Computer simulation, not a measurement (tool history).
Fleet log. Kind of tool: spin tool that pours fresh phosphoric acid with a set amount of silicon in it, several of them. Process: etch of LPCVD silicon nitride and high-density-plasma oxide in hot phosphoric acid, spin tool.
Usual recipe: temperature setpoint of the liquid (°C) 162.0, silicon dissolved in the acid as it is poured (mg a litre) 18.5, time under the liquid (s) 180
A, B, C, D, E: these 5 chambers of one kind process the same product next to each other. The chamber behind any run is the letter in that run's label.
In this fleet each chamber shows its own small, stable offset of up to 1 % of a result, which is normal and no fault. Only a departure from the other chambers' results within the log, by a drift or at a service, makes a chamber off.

run   hour  temperature setpoint of the liquid (°C)  silicon dissolved in the acid as it is poured (mg a litre)  time under the liquid (s)  hours since the thermometer was replaced  hours since the dissolved silicon flow meter was replaced  hours since the heated supply line was repaired  read-back film thickness of the LPCVD silicon nitride reference wafer, read on the same gauge (nm)  read-back film thickness of the high-density-plasma oxide reference wafer, read on the same gauge (nm)  thickness taken off the LPCVD silicon nitride on a monitor wafer (Å)  thickness taken off the high-density-plasma oxide on a monitor wafer (Å)
 1A    7.3                                    162.0                                                        18.5                        180                                    1494.8                                                       21.6                                           1791.5                                                                                              139.97                                                                                                 100.000                                                                165.59                                                                    6.7429
 2E   14.4                                    162.0                                                        18.5                        180                                     991.8                                                      712.9                                           2684.8                                                                                              140.05                                                                                                 100.020                                                                165.87                                                                    7.1206
 3B   19.6                                    162.0                                                        18.5                        180                                      82.4                                                     1928.8                                           1212.6                                                                                              139.97                                                                                                  99.986                                                                165.85                                                                    6.3578
 4D   27.7                                    162.0                                                        18.5                        180                                     713.0                                                     1470.4                                           1014.1                                                                                              140.01                                                                                                 100.010                                                                167.64                                                                    6.1531
 5C   35.0                                    162.0                                                        18.5                        180                                     901.7                                                      281.2                                           1583.5                                                                                              140.03                                                                                                  99.974                                                                164.63                                                                    6.1933
 6D   42.5                                    162.0                                                        18.5                        180                                     727.8                                                     1485.2                                           1028.9                                                                                              140.00                                                                                                 100.010                                                                166.11                                                                    6.9282
 7A   52.6                                    162.0                                                        18.5                        180                                    1540.1                                                       66.9                                           1836.8                                                                                              140.03                                                                                                  99.991                                                                165.55                                                                    6.7604
 8C   59.1                                    162.0                                                        18.5                        180                                     925.8                                                      305.3                                           1607.6                                                                                              139.99                                                                                                 100.010                                                                163.94                                                                    6.6279
 9E   64.0                                    162.0                                                        18.5                        180                                    1041.4                                                      762.5                                           2734.4                                                                                              140.00                                                                                                  99.984                                                                165.22                                                                    6.6692
10B   69.3                                    162.0                                                        18.5                        180                                     132.1                                                     1978.5                                           1262.3                                                                                              140.04                                                                                                 100.040                                                                166.66                                                                    6.9638
11C   76.4                                    162.0                                                        18.5                        180                                     943.1                                                      322.6                                           1624.9                                                                                              140.00                                                                                                 100.010                                                                164.05                                                                    6.6045
12E   86.0                                    162.0                                                        18.5                        180                                    1063.4                                                      784.5                                           2756.4                                                                                              139.98                                                                                                 100.050                                                                165.35                                                                    6.6177
13D   95.5                                    162.0                                                        18.5                        180                                     780.8                                                     1538.2                                           1081.9                                                                                              139.97                                                                                                  99.958                                                                166.41                                                                    7.0979
14B  100.6                                    162.0                                                        18.5                        180                                     163.4                                                     2009.8                                           1293.6                                                                                              140.02                                                                                                 100.000                                                                165.67                                                                    7.0459
15A  110.0                                    162.0                                                        18.5                        180                                    1597.5                                                      124.3                                           1894.2                                                                                              140.05                                                                                                 100.010                                                                166.02                                                                    6.9068
16C  117.4                                    162.0                                                        18.5                        180                                     984.1                                                      363.6                                           1665.9                                                                                              139.99                                                                                                  99.979                                                                164.42                                                                    6.8874
17B  126.6                                    162.0                                                        18.5                        180                                     189.4                                                     2035.8                                           1319.6                                                                                              140.01                                                                                                 100.020                                                                166.47                                                                    6.7197
18E  132.8                                    162.0                                                        18.5                        180                                    1110.2                                                      831.3                                           2803.2                                                                                              140.02                                                                                                  99.993                                                                165.11                                                                    6.8475
     133.9  -- chamber C: heated supply line repaired
19A  141.7                                    162.0                                                        18.5                        180                                    1629.2                                                      156.0                                           1925.9                                                                                              140.00                                                                                                 100.030                                                                165.29                                                                    7.0043
20D  149.5                                    162.0                                                        18.5                        180                                     834.8                                                     1592.2                                           1135.9                                                                                              139.98                                                                                                 100.030                                                                165.70                                                                    6.9172
21A  154.9                                    162.0                                                        18.5                        180                                    1642.4                                                      169.2                                           1939.1                                                                                              139.98                                                                                                 100.000                                                                166.27                                                                    6.1144
22B  163.2                                    162.0                                                        18.5                        180                                     226.0                                                     2072.4                                           1356.2                                                                                              139.98                                                                                                  99.960                                                                166.44                                                                    6.9573
23C  167.8                                    162.0                                                        18.5                        180                                    1034.5                                                      414.0                                             34.0                                                                                              140.01                                                                                                 100.030                                                                165.17                                                                    6.6823
24E  175.3                                    162.0                                                        18.5                        180                                    1152.7                                                      873.8                                           2845.7                                                                                              139.98                                                                                                  99.995                                                                166.21                                                                    7.3445
25D  181.2                                    163.5                                                        12.0                        180                                     866.5                                                     1623.9                                           1167.6                                                                                              140.01                                                                                                 100.000                                                                175.55                                                                    8.5097
26C  191.3                                    163.5                                                        12.0                        180                                    1058.0                                                      437.5                                             57.5                                                                                              139.99                                                                                                 100.010                                                                173.65                                                                    9.2955
27E  198.8                                    163.5                                                        12.0                        180                                    1176.2                                                      897.3                                           2869.2                                                                                              139.98                                                                                                  99.983                                                                173.42                                                                    8.8189
28A  207.9                                    163.5                                                        12.0                        180                                    1695.4                                                      222.2                                           1992.1                                                                                              139.99                                                                                                 100.010                                                                174.59                                                                    8.8922
29B  213.9                                    163.5                                                        12.0                        180                                     276.7                                                     2123.1                                           1406.9                                                                                              139.97                                                                                                 100.000                                                                173.68                                                                    8.0388
30D  222.3                                    160.0                                                        24.5                        180                                     907.6                                                     1665.0                                           1208.7                                                                                              140.04                                                                                                 100.010                                                                156.36                                                                    4.5610
31C  229.6                                    160.0                                                        24.5                        180                                    1096.3                                                      475.8                                             95.8                                                                                              139.98                                                                                                  99.969                                                                154.22                                                                    4.7053

Which is it: a chamber that has drifted or been left off by a service, a gauge drift common to all chambers, or only each chamber's usual small offset? If a chamber is off, name it and its likeliest cause.

Nothing is wrong: each chamber keeps only its own small, steady offset and the gauge holds still.

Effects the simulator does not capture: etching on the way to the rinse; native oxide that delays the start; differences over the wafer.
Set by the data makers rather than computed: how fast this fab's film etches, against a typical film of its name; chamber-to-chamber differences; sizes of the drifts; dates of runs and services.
